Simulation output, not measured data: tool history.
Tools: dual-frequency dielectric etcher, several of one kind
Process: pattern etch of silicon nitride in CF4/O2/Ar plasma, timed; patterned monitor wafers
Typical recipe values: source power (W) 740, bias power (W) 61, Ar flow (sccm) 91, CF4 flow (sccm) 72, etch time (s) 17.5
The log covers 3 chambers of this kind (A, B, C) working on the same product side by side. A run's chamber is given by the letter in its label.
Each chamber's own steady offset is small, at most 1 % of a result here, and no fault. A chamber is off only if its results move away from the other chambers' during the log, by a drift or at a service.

run,day,source power (W),bias power (W),Ar flow (sccm),CF4 flow (sccm),etch time (s),"read-back reference wafer on the same gauge, depth_nm",mean etch depth across the wafer (nm)
1A,0.325,740,61,91,72,17.5,41.407,49.054
2C,0.621,740,61,91,72,17.5,41.401,48.87
3B,1.083,740,61,91,72,17.5,41.422,49.289
4B,1.525,740,61,91,72,17.5,41.436,49.318
5A,1.996,740,61,91,72,17.5,41.427,49.222
6C,2.317,740,61,91,72,17.5,41.429,48.84
7C,2.625,740,61,91,72,17.5,41.444,48.983
8B,2.983,740,61,91,72,17.5,41.457,49.535
9A,3.271,740,61,91,72,17.5,41.447,49.144
10A,3.6,740,61,91,72,17.5,41.435,49.139
11C,4.05,740,61,91,72,17.5,41.46,48.872
12B,4.358,740,61,91,72,17.5,41.484,49.415
13B,4.875,740,61,91,72,17.5,41.485,49.362
14C,5.225,740,61,91,72,22,41.485,61.538
15A,5.688,740,61,91,72,22,41.503,61.889
16C,6.175,740,61,91,72,22,41.51,61.587
17A,6.55,740,61,91,72,17.5,41.512,49.324
18B,6.867,740,61,91,72,17.5,41.537,49.413
19B,7.138,740,61,91,72,17.5,41.517,49.465
20C,7.638,740,73,91,72,21.5,41.527,64.713
21A,8.021,740,73,91,72,21.5,41.535,64.88
22B,8.342,740,73,91,72,21.5,41.517,65.339
23A,8.862,740,61,91,72,17.5,41.55,49.332
24C,9.175,800,61,91,72,15.5,41.547,46.542
25C,9.45,800,61,91,72,15.5,41.532,46.541
26B,9.812,800,61,91,72,15.5,41.554,47.007
27A,10.246,740,61,91,72,17.5,41.587,49.47
28A,10.525,740,61,91,72,17.5,41.575,49.329
29B,10.833,740,61,91,72,17.5,41.583,49.554
30C,11.188,740,61,91,72,17.5,41.597,49.101
31C,11.483,740,61,91,72,17.5,41.583,49.05
32B,11.879,740,61,91,72,17.5,41.593,49.552
33A,12.262,740,61,91,72,17.5,41.594,49.347
# day 12.592: chamber C: source power generator calibrated
34B,12.75,740,61,91,72,17.5,41.609,49.553
35A,13.171,740,61,91,72,17.5,41.619,49.523
36C,13.496,740,61,91,72,17.5,41.615,49.128
37B,13.783,740,61,91,72,17.5,41.641,49.582
# day 14.092: chamber C: Ar flow controller replaced
38A,14.233,740,61,91,72,17.5,41.624,49.446
39C,14.688,740,61,91,72,17.5,41.651,49.063
40B,15.108,740,61,91,72,17.5,41.643,49.57
41A,15.483,740,61,91,72,17.5,41.663,49.264
42C,15.925,740,61,91,72,17.5,41.661,49.24
43A,16.217,740,51,91,72,17.5,41.676,46.138

Next, all 3 chambers run the settings below, one line each with question marks for the results. What does each chamber give?
44A,16.592,600,61,91,72,17.5,,?
44B,16.592,600,61,91,72,17.5,,?
44C,16.592,600,61,91,72,17.5,,?

run,mean etch depth across the wafer (nm)
44A,41.163
44B,41.374
44C,40.88
